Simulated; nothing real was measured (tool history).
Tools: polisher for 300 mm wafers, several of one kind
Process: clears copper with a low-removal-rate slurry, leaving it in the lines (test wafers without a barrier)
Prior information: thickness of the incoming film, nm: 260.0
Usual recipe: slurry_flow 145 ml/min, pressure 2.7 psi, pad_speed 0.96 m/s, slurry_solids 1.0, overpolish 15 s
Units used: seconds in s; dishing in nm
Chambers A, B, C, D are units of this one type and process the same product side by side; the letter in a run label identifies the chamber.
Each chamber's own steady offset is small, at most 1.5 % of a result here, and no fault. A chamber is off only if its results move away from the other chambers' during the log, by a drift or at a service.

run,day,slurry_flow,pressure,pad_speed,slurry_solids,overpolish,seconds,dishing
# day 0.200: chamber A: worn pad replaced by a new one
1A,0.421,145,2.7,0.96,1.0,15,110.070,25.278
2C,0.708,145,2.7,0.96,1.0,15,107.140,25.571
# day 0.925: chamber C: head pressure recalibrated
3B,1.112,145,2.7,0.96,1.0,15,108.890,25.373
# day 1.400: chamber C: slurry nozzle cleaned
4D,1.492,145,2.7,0.96,1.0,15,108.180,25.490
# day 1.675: chamber B: slurry blender recalibrated
5D,1.733,145,2.7,0.96,1.0,15,111.110,25.265
# day 1.858: chamber B: worn pad replaced by a new one
6C,2.104,145,2.7,0.96,1.0,15,108.430,24.713
# day 2.167: chamber D: worn pad replaced by a new one
7A,2.425,145,2.7,0.96,1.0,15,109.630,25.070
8B,2.750,145,2.7,0.96,1.0,15,109.680,25.610
9B,2.975,145,2.7,0.96,1.0,15,112.170,25.215
10D,3.279,145,2.7,0.96,1.0,15,108.770,26.201
11A,3.592,145,2.7,0.96,1.0,15,109.340,25.299
# day 3.779: chamber A: worn pad replaced by a new one
# day 3.825: chamber C: worn pad replaced by a new one
12C,3.896,145,2.7,0.96,1.0,15,107.760,25.030
13D,4.183,145,2.7,0.96,1.0,15,109.440,25.254
14A,4.367,145,2.7,0.96,1.0,15,105.710,25.538
# day 4.604: chamber D: worn pad replaced by a new one
15B,4.771,145,2.7,0.96,1.0,15,108.690,25.235
# day 4.904: chamber B: worn pad replaced by a new one
16C,5.129,145,2.7,0.96,1.0,15,106.150,26.081
17C,5.475,145,2.7,0.96,1.0,15,106.850,25.812
18A,5.821,145,2.7,0.96,1.0,15,109.350,25.419
19D,6.171,145,3.4,0.96,1.0,23,86.242,45.259
20B,6.554,145,3.4,0.96,1.0,23,88.566,44.644
# day 6.788: chamber A: slurry nozzle cleaned
21B,6.862,145,3.4,0.96,1.0,23,87.784,43.778
# day 7.046: chamber A: worn pad replaced by a new one
22D,7.192,145,3.4,0.96,1.0,23,87.140,45.584
# day 7.267: chamber D: worn pad replaced by a new one
23C,7.458,145,2.7,0.96,1.0,15,109.220,25.312
# day 7.725: chamber B: worn pad replaced by a new one
24A,7.775,145,2.7,0.96,0.8,15,111.180,24.498
# day 7.829: chamber C: slurry blender recalibrated
25D,8.175,145,2.7,0.96,0.8,15,115.780,24.545
# day 8.238: chamber D: slurry blender recalibrated
# day 8.400: chamber C: worn pad replaced by a new one
26C,8.504,145,2.7,0.96,0.8,15,113.930,23.951
# day 8.746: chamber A: slurry blender recalibrated
27B,8.838,145,2.7,0.96,0.8,15,113.300,23.814
28A,9.212,110,3.4,0.96,1.0,15,89.508,29.738
29A,9.583,110,3.4,0.96,1.0,15,91.594,29.923
# day 9.654: chamber D: worn pad replaced by a new one
30D,9.846,110,3.4,0.96,1.0,15,91.601,30.172
31B,10.096,110,3.4,0.96,1.0,15,91.921,30.080
32C,10.462,145,2.7,0.96,1.0,15,108.800,25.660
# day 10.517: chamber B: worn pad replaced by a new one
# day 10.625: chamber A: worn pad replaced by a new one
33C,10.817,145,2.7,0.96,1.0,15,106.350,25.881
# day 10.896: chamber B: head pressure recalibrated
34B,11.167,145,2.7,0.96,1.0,15,109.400,25.123
35D,11.383,145,2.7,0.78,1.0,15,135.190,21.073
36A,11.692,145,2.7,0.78,1.0,15,132.970,21.407
37D,11.962,145,2.7,0.78,1.0,15,134.170,21.312
38A,12.358,145,2.7,0.78,1.0,15,134.230,20.935
39C,12.625,145,2.7,0.96,1.0,15,107.240,26.174
# day 12.675: chamber B: slurry nozzle cleaned
40B,12.875,145,2.7,0.96,1.0,15,109.940,25.291
# day 12.917: chamber B: worn pad replaced by a new one
41C,13.154,145,2.7,0.96,1.0,15,106.040,25.086
42B,13.342,145,2.7,0.96,1.0,15,110.900,24.749
43A,13.721,145,2.7,0.96,1.0,15,109.320,25.692

Has any chamber moved away from the others, gradually or after a service, or does the common gauge drift, or do the chambers differ only by their own small steady offsets? State the chamber and the most likely cause if one applies.

Nothing is wrong: each chamber keeps only its own small, steady offset and the gauge holds still.

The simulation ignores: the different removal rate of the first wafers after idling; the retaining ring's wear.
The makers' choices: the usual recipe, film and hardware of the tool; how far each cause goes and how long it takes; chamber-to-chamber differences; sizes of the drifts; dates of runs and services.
